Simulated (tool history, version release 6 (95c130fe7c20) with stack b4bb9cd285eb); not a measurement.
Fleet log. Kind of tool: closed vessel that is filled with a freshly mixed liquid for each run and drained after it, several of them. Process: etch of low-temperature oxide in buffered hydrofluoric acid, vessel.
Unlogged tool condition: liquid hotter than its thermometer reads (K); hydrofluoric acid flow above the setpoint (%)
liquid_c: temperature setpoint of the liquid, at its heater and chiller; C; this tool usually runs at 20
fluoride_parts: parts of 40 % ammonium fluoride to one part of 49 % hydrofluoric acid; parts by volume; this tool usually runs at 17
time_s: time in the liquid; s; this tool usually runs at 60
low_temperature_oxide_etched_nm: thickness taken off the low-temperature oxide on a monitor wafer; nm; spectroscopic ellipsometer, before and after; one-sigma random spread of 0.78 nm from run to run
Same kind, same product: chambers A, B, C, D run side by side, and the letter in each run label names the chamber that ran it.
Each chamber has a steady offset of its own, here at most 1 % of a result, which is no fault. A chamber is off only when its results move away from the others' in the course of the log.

run,hour,liquid_c,fluoride_parts,time_s,hours since the thermometer was replaced,hours since the hydrofluoric acid flow meter was replaced,"read-back film thickness of the low-temperature oxide reference wafer, read on the same gauge (nm)",low_temperature_oxide_etched_nm
1A,6.7,20,17,60,93.3,166.5,69.988,153.6
2C,18.8,20,17,60,1458.3,831.7,70.004,154.28
3D,25.8,20,17,60,622.4,419.2,70.017,153.94
4B,38.5,20,17,60,1508.1,619.6,69.976,154.08
5B,45.5,20,17,60,1515.1,626.6,69.995,153.1
# hour 49.1: chamber C: thermometer replaced
6A,57.4,20,17,60,144,217.2,69.985,152.76
7C,64.9,20,11.5,60,15.9,877.8,69.994,225.58
8D,75,20,11.5,60,671.6,468.4,69.977,224.43
9B,84,20,11.5,60,1553.6,665.1,69.986,228.11
10C,89.9,20,11.5,60,40.9,902.8,70.014,228.38
11A,101,20,17,60,187.6,260.8,70.007,151.33
12D,107.9,17,17,85,704.5,501.3,70.005,183.22
13B,118.7,17,17,85,1588.3,699.8,69.972,183.53
14D,126.4,17,17,85,723,519.8,70.019,182.89
15A,135.1,17,17,85,221.7,294.9,69.998,182.28
16C,142.8,20,17,60,93.8,955.7,70.028,153.49
# hour 145.8: chamber B: hydrofluoric acid flow meter replaced
17D,155.9,20,17,60,752.5,549.3,70.022,153.31
18C,167.6,20,11,60,118.6,980.5,69.998,236.26
19A,176.7,20,11,60,263.3,336.5,70.028,234.22
20B,186,20,11,60,1655.6,40.2,69.985,238.2
21A,196.4,20,11,60,283,356.2,70.008,235.09
22D,207.9,20,17,60,804.5,601.3,70.012,152.82
23B,216.3,20,13,60,1685.9,70.5,70.017,200.99
24C,228.5,20,13,60,179.5,1041.4,69.986,200.29
25C,237.6,20,13,60,188.6,1050.5,69.985,201.27
26A,249.5,20,13,60,336.1,409.3,69.987,200.03
27B,258.9,20,17,60,1728.5,113.1,69.976,153.49
28D,267,20,17,60,863.6,660.4,69.997,155.2

All chambers now run identical settings, listed one chamber a line with results as question marks. What results will each chamber show?
29A,276.4,17,17,60,,,,?
29B,276.4,17,17,60,,,,?
29C,276.4,17,17,60,,,,?
29D,276.4,17,17,60,,,,?

run,low_temperature_oxide_etched_nm
29A,129.21
29B,128.27
29C,131.32
29D,130.23

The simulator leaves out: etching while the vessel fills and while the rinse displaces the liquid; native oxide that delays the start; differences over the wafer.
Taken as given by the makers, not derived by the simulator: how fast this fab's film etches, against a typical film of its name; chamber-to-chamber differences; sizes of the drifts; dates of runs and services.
